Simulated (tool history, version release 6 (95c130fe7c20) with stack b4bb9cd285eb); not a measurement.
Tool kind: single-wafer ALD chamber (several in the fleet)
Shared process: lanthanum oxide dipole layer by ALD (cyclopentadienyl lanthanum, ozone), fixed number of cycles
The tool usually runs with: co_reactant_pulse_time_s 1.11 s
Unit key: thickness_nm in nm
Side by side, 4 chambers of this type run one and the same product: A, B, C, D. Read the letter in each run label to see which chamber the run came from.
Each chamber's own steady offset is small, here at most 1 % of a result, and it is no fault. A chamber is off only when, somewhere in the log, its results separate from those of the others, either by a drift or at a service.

run   hour  co_reactant_pulse_time_s  hours since the last thermocouple change  hours since the last ozone generator service  read-back reference wafer on the same gauge, thickness_nm  thickness_nm
 1D    8.5                      1.11                                     994.1                                         624.1                                                    0.58887       0.51463
 2B   17.3                      1.11                                     980.4                                         583.2                                                    0.58873       0.51996
 3C   25.6                      1.11                                      2462                                        1417.9                                                    0.58899       0.51481
 4A   34.4                      1.11                                    1796.5                                         387.9                                                    0.58936       0.51211
 5D   42.3                      1.11                                    1027.9                                         657.9                                                    0.58909       0.51364
 6A   47.1                      1.11                                    1809.2                                         400.6                                                    0.58959       0.51369
      55.1  -- chamber A: thermocouple changed; heater temperature recalibrated
      55.3  -- chamber B: ozone generator serviced
 7C   56.5                      1.11                                    2492.9                                        1448.8                                                    0.58851       0.51135
 8B   67.4                      1.11                                    1030.5                                          12.1                                                    0.58874       0.51614
 9C   77.5                      1.11                                    2513.9                                        1469.8                                                    0.58913       0.50911
10D   82.4                      1.11                                      1068                                           698                                                    0.58891       0.50863
11A     92                      1.43                                      36.9                                         445.5                                                    0.58915       0.54165
12B  101.8                      1.43                                    1064.9                                          46.5                                                    0.58815        0.5517
13B  108.1                      1.43                                    1071.2                                          52.8                                                    0.58866       0.54785
14A  115.1                      1.43                                        60                                         468.6                                                    0.58851       0.54216
     118.8  -- chamber C: thermocouple changed; heater temperature recalibrated
15D  120.2                      1.11                                    1105.8                                         735.8                                                    0.58852       0.50949
16C  125.6                      1.11                                       6.9                                        1517.9                                                    0.58929       0.51076
17B  132.9                      1.11                                      1096                                          77.6                                                    0.58925       0.51888
18A  140.9                      1.11                                      85.8                                         494.4                                                    0.58991       0.50547
19D  145.8                      1.11                                    1131.4                                         761.4                                                    0.58898       0.51341
20C  151.3                      1.11                                      32.6                                        1543.6                                                    0.58932       0.50812
21B  157.9                      1.11                                      1121                                         102.6                                                    0.58928        0.5181
22C  167.1                      1.11                                      48.4                                        1559.4                                                    0.58934       0.51007
23A  174.5                      1.11                                     119.4                                           528                                                     0.5884       0.50682
24D  182.2                      1.11                                    1167.8                                         797.8                                                    0.58908       0.51188
25C  190.9                      1.11                                      72.2                                        1583.2                                                    0.58897       0.50998
26D  196.7                      1.29                                    1182.3                                         812.3                                                    0.58964       0.52857
27A  205.5                      1.29                                     150.4                                           559                                                    0.58867       0.52587
28B  213.6                      1.29                                    1176.7                                         158.3                                                    0.58869        0.5399
29C  223.1                      1.29                                     104.4                                        1615.4                                                    0.58859       0.52967
30A  228.7                      1.11                                     173.6                                         582.2                                                     0.5888       0.49969
31B  238.9                      1.11                                      1202                                         183.6                                                    0.58955       0.52023
32D  245.2                      1.11                                    1230.8                                         860.8                                                      0.589       0.51238
33C  252.7                      1.11                                       134                                          1645                                                    0.58873       0.50965
34B  263.4                      1.11                                    1226.5                                         208.1                                                     0.5891       0.52088
35D  271.4                      1.11                                      1257                                           887                                                    0.58883       0.51552
36A  281.3                      1.11                                     226.2                                         634.8                                                    0.58939       0.49452
37C  290.8                      1.32                                     172.1                                        1683.1                                                    0.58889       0.53432
38A  298.2                      1.32                                     243.1                                         651.7                                                    0.58866       0.52387
39D  308.2                      1.32                                    1293.8                                         923.8                                                    0.58902       0.53196

Next, all 4 chambers run the settings below, one line each with question marks for the results. What does each chamber give?
40A   316                      1.11                                                                                                                                                                ?
40B   316                      1.11                                                                                                                                                                ?
40C   316                      1.11                                                                                                                                                                ?
40D   316                      1.11                                                                                                                                                                ?

run  thickness_nm
40A       0.49582
40B       0.51955
40C       0.51293
40D       0.51357

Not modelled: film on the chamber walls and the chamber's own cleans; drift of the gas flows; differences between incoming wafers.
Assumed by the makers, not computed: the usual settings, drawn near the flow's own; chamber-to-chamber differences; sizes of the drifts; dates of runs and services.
